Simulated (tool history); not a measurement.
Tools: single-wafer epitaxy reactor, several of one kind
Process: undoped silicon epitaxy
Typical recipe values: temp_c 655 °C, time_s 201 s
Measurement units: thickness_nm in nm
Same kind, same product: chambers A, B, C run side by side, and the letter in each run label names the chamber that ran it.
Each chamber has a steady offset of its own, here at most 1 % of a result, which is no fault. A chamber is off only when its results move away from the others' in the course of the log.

run,hour,temp_c,time_s,"read-back reference wafer on the same gauge, thickness_nm",thickness_nm
1C,3.5,655,201,30.617,37.490
2B,7.1,655,201,30.594,37.922
3A,13.0,655,201,30.620,37.933
4A,18.9,655,201,30.586,37.818
5B,25.4,655,201,30.588,37.933
6C,31.6,655,201,30.629,37.555
7C,37.9,655,201,30.588,37.591
8A,44.3,655,201,30.575,37.649
9B,49.4,655,201,30.613,37.902
10B,54.3,655,201,30.616,38.005
11C,58.2,655,201,30.603,37.468
12A,62.2,655,201,30.605,37.349
13B,67.8,655,201,30.611,37.702
14C,71.2,655,201,30.597,37.462
15A,75.0,655,201,30.588,37.196
16C,78.1,655,201,30.597,37.377
17A,81.4,655,201,30.629,37.314
18B,85.0,655,201,30.639,37.887
19A,88.2,655,201,30.615,37.462
20B,92.9,655,201,30.592,37.953
21C,99.5,655,201,30.580,37.566
22A,105.8,655,213,30.585,39.232
23C,111.2,655,213,30.596,39.842
24B,115.6,655,213,30.575,40.443
25B,119.5,655,201,30.594,37.765
26C,125.0,655,201,30.592,37.456
27A,131.6,655,201,30.597,36.918
28A,138.2,655,201,30.617,36.807
29C,142.1,655,201,30.597,37.497
30B,145.8,667,237,30.588,58.062
31A,152.3,667,237,30.616,55.991
32C,159.0,667,237,30.584,57.200
33B,163.4,655,201,30.584,37.977
34C,167.9,655,201,30.609,37.620
35B,172.5,655,201,30.589,37.675
36A,176.0,655,201,30.601,36.559
37B,180.1,665,177,30.601,41.269
38A,186.9,665,177,30.605,39.994
39C,193.2,665,177,30.603,41.122
40B,199.0,655,201,30.612,38.138
41C,202.7,655,201,30.596,37.305
42A,207.4,655,201,30.601,36.271
43C,213.4,655,201,30.607,37.457

All chambers now run identical settings, listed one chamber a line with results as question marks. What results will each chamber show?
44A,218.3,655,201,,?
44B,218.3,655,201,,?
44C,218.3,655,201,,?

run,thickness_nm
44A,36.291
44B,37.965
44C,37.756

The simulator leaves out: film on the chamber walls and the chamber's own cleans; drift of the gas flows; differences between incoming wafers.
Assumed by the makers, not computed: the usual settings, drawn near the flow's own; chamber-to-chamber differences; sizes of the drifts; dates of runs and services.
